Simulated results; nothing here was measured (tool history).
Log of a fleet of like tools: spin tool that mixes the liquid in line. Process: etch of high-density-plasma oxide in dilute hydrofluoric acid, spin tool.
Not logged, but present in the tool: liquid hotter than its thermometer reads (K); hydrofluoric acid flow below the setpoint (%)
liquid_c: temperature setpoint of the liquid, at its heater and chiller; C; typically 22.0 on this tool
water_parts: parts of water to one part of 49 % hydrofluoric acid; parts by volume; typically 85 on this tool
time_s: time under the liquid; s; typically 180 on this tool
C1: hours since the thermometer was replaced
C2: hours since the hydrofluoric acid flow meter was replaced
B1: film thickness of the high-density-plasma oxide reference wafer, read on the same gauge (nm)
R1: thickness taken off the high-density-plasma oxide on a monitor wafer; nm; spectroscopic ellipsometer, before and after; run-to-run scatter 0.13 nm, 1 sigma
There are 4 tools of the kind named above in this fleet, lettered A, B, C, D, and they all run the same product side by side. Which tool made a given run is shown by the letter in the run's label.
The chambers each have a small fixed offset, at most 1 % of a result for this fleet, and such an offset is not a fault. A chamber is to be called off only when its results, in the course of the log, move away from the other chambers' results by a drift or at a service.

{"run": "1B", "hour": 8.3, "liquid_c": 22.0, "water_parts": 85, "time_s": 180, "C1": 1552.1, "C2": 567.2, "B1": 149.97, "R1": 13.997}
{"run": "2A", "hour": 12.2, "liquid_c": 22.0, "water_parts": 85, "time_s": 180, "C1": 1646.0, "C2": 104.9, "B1": 150.02, "R1": 14.218}
{"run": "3D", "hour": 19.8, "liquid_c": 22.0, "water_parts": 85, "time_s": 180, "C1": 746.6, "C2": 1041.2, "B1": 149.99, "R1": 14.004}
{"run": "4C", "hour": 25.2, "liquid_c": 22.0, "water_parts": 85, "time_s": 180, "C1": 984.2, "C2": 1928.2, "B1": 150.05, "R1": 14.162}
{"run": "5C", "hour": 29.0, "liquid_c": 22.0, "water_parts": 85, "time_s": 180, "C1": 988.0, "C2": 1932.0, "B1": 150.01, "R1": 14.182}
{"hour": 29.5, "done": "chamber B: hydrofluoric acid flow meter replaced"}
{"run": "6B", "hour": 36.9, "liquid_c": 22.0, "water_parts": 85, "time_s": 180, "C1": 1580.7, "C2": 7.5, "B1": 149.99, "R1": 14.161}
{"run": "7D", "hour": 45.2, "liquid_c": 22.0, "water_parts": 85, "time_s": 95, "C1": 772.0, "C2": 1066.6, "B1": 150.0, "R1": 7.4148}
{"run": "8A", "hour": 50.6, "liquid_c": 22.0, "water_parts": 85, "time_s": 95, "C1": 1684.4, "C2": 143.3, "B1": 149.97, "R1": 7.3806}
{"run": "9C", "hour": 57.4, "liquid_c": 22.0, "water_parts": 85, "time_s": 95, "C1": 1016.4, "C2": 1960.4, "B1": 149.98, "R1": 7.4089}
{"run": "10A", "hour": 63.4, "liquid_c": 22.0, "water_parts": 85, "time_s": 95, "C1": 1697.2, "C2": 156.1, "B1": 150.02, "R1": 7.4389}
{"run": "11D", "hour": 67.4, "liquid_c": 22.0, "water_parts": 85, "time_s": 180, "C1": 794.2, "C2": 1088.8, "B1": 149.99, "R1": 14.335}
{"run": "12B", "hour": 74.4, "liquid_c": 22.0, "water_parts": 85, "time_s": 180, "C1": 1618.2, "C2": 45.0, "B1": 150.0, "R1": 14.078}
{"run": "13A", "hour": 80.7, "liquid_c": 22.0, "water_parts": 85, "time_s": 180, "C1": 1714.5, "C2": 173.4, "B1": 150.02, "R1": 14.11}
{"run": "14B", "hour": 86.6, "liquid_c": 22.0, "water_parts": 85, "time_s": 180, "C1": 1630.4, "C2": 57.2, "B1": 150.0, "R1": 14.187}
{"run": "15C", "hour": 93.1, "liquid_c": 22.0, "water_parts": 110, "time_s": 180, "C1": 1052.1, "C2": 1996.1, "B1": 149.98, "R1": 10.735}
{"run": "16D", "hour": 97.5, "liquid_c": 22.0, "water_parts": 110, "time_s": 180, "C1": 824.3, "C2": 1118.9, "B1": 149.98, "R1": 10.614}
{"run": "17D", "hour": 101.3, "liquid_c": 22.0, "water_parts": 110, "time_s": 180, "C1": 828.1, "C2": 1122.7, "B1": 150.0, "R1": 10.589}
{"run": "18C", "hour": 109.1, "liquid_c": 22.0, "water_parts": 110, "time_s": 180, "C1": 1068.1, "C2": 2012.1, "B1": 150.0, "R1": 10.736}
{"run": "19B", "hour": 114.4, "liquid_c": 18.0, "water_parts": 100, "time_s": 180, "C1": 1658.2, "C2": 85.0, "B1": 149.98, "R1": 9.9901}
{"run": "20A", "hour": 120.0, "liquid_c": 18.0, "water_parts": 100, "time_s": 180, "C1": 1753.8, "C2": 212.7, "B1": 150.0, "R1": 9.8749}
{"run": "21C", "hour": 124.4, "liquid_c": 18.0, "water_parts": 100, "time_s": 180, "C1": 1083.4, "C2": 2027.4, "B1": 149.99, "R1": 10.061}
{"run": "22B", "hour": 130.9, "liquid_c": 18.0, "water_parts": 100, "time_s": 180, "C1": 1674.7, "C2": 101.5, "B1": 149.96, "R1": 10.107}
{"run": "23A", "hour": 136.5, "liquid_c": 23.5, "water_parts": 55, "time_s": 180, "C1": 1770.3, "C2": 229.2, "B1": 150.03, "R1": 24.374}
{"run": "24D", "hour": 142.9, "liquid_c": 23.5, "water_parts": 55, "time_s": 180, "C1": 869.7, "C2": 1164.3, "B1": 149.98, "R1": 24.5}
{"run": "25C", "hour": 146.8, "liquid_c": 23.5, "water_parts": 55, "time_s": 180, "C1": 1105.8, "C2": 2049.8, "B1": 150.04, "R1": 24.057}
{"run": "26D", "hour": 154.1, "liquid_c": 23.5, "water_parts": 55, "time_s": 180, "C1": 880.9, "C2": 1175.5, "B1": 149.98, "R1": 24.34}
{"run": "27A", "hour": 162.6, "liquid_c": 22.0, "water_parts": 85, "time_s": 180, "C1": 1796.4, "C2": 255.3, "B1": 149.95, "R1": 14.175}
{"run": "28B", "hour": 167.0, "liquid_c": 22.0, "water_parts": 85, "time_s": 180, "C1": 1710.8, "C2": 137.6, "B1": 149.98, "R1": 14.107}
{"run": "29C", "hour": 171.1, "liquid_c": 19.5, "water_parts": 120, "time_s": 180, "C1": 1130.1, "C2": 2074.1, "B1": 150.0, "R1": 8.7944}

Has any chamber moved away from the others, gradually or after a service, or does the common gauge drift, or do the chambers differ only by their own small steady offsets? State the chamber and the most likely cause if one applies.

All chambers stay in line apart from their small fixed offsets, and the gauge does not drift.
